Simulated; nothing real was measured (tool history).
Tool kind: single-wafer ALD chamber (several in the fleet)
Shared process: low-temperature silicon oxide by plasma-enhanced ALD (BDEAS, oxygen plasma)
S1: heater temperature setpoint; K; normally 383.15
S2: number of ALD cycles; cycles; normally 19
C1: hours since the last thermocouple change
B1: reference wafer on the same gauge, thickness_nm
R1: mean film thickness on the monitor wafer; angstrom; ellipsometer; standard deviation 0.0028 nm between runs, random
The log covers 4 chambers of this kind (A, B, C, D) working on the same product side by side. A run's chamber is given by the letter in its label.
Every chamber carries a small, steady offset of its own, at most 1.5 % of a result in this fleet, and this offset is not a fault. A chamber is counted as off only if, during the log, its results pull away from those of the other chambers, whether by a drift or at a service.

run,day,S1,S2,C1,B1,R1
1B,0.408,383.15,19,1872.4,2.6292,26.745
2C,0.783,383.15,19,1711.5,2.6299,26.948
3D,1.225,383.15,19,501.6,2.6293,26.587
4A,1.517,383.15,19,2096.7,2.6287,26.547
# day 1.617: chamber A: thermocouple changed; heater temperature recalibrated
5A,1.879,393.15,19,6.4,2.6286,26.119
6B,2.179,393.15,19,1914.9,2.6282,26.19
7D,2.496,393.15,19,532.1,2.6284,26.103
8C,2.825,393.15,19,1760.5,2.6275,26.476
9C,3.088,383.15,19,1766.8,2.6285,26.946
10B,3.421,383.15,19,1944.7,2.6273,26.639
11A,3.888,383.15,19,54.6,2.6265,26.588
12D,4.108,383.15,19,570.8,2.6265,26.551
13B,4.554,383.15,19,1971.9,2.6266,26.611
14A,4.867,383.15,19,78.1,2.6257,26.542
15C,5.1,383.15,19,1815.1,2.6254,26.917
16D,5.425,383.15,19,602.4,2.6265,26.56
17D,5.904,383.15,19,613.9,2.6248,26.566
18A,6.346,383.15,19,113.6,2.6247,26.557
19C,6.596,383.15,19,1851,2.6245,26.937
20B,7.029,383.15,19,2031.3,2.6239,26.602
21B,7.454,383.15,17,2041.5,2.6246,23.835
22D,7.892,383.15,17,661.6,2.6234,23.752
23A,8.354,383.15,17,161.8,2.6224,23.688
24C,8.7,383.15,17,1901.5,2.6225,24.069
25D,9.179,383.15,17,692.5,2.622,23.774
26B,9.496,383.15,17,2090.5,2.6219,23.815
27A,9.929,383.15,17,199.6,2.6217,23.681
28C,10.283,383.15,17,1939.5,2.621,24.089
29B,10.633,383.15,19,2117.8,2.6213,26.641
30D,11.046,383.15,19,737.3,2.6207,26.49
31A,11.404,383.15,19,235,2.6208,26.522
32C,11.883,383.15,19,1977.9,2.62,26.896
33A,12.3,383.15,19,256.5,2.6193,26.536
34B,12.675,383.15,19,2166.8,2.6196,26.624
35C,12.992,383.15,19,2004.5,2.6194,26.863
36D,13.429,383.15,19,794.5,2.6193,26.487

Which is it: a chamber that has drifted or been left off by a service, a gauge drift common to all chambers, or only each chamber's usual small offset? If a chamber is off, name it and its likeliest cause.

No chamber is off; the gauge reading every chamber's wafers drifts, which makes the whole fleet appear to move together.
Cause: gauge reads low (%) = 0.439.
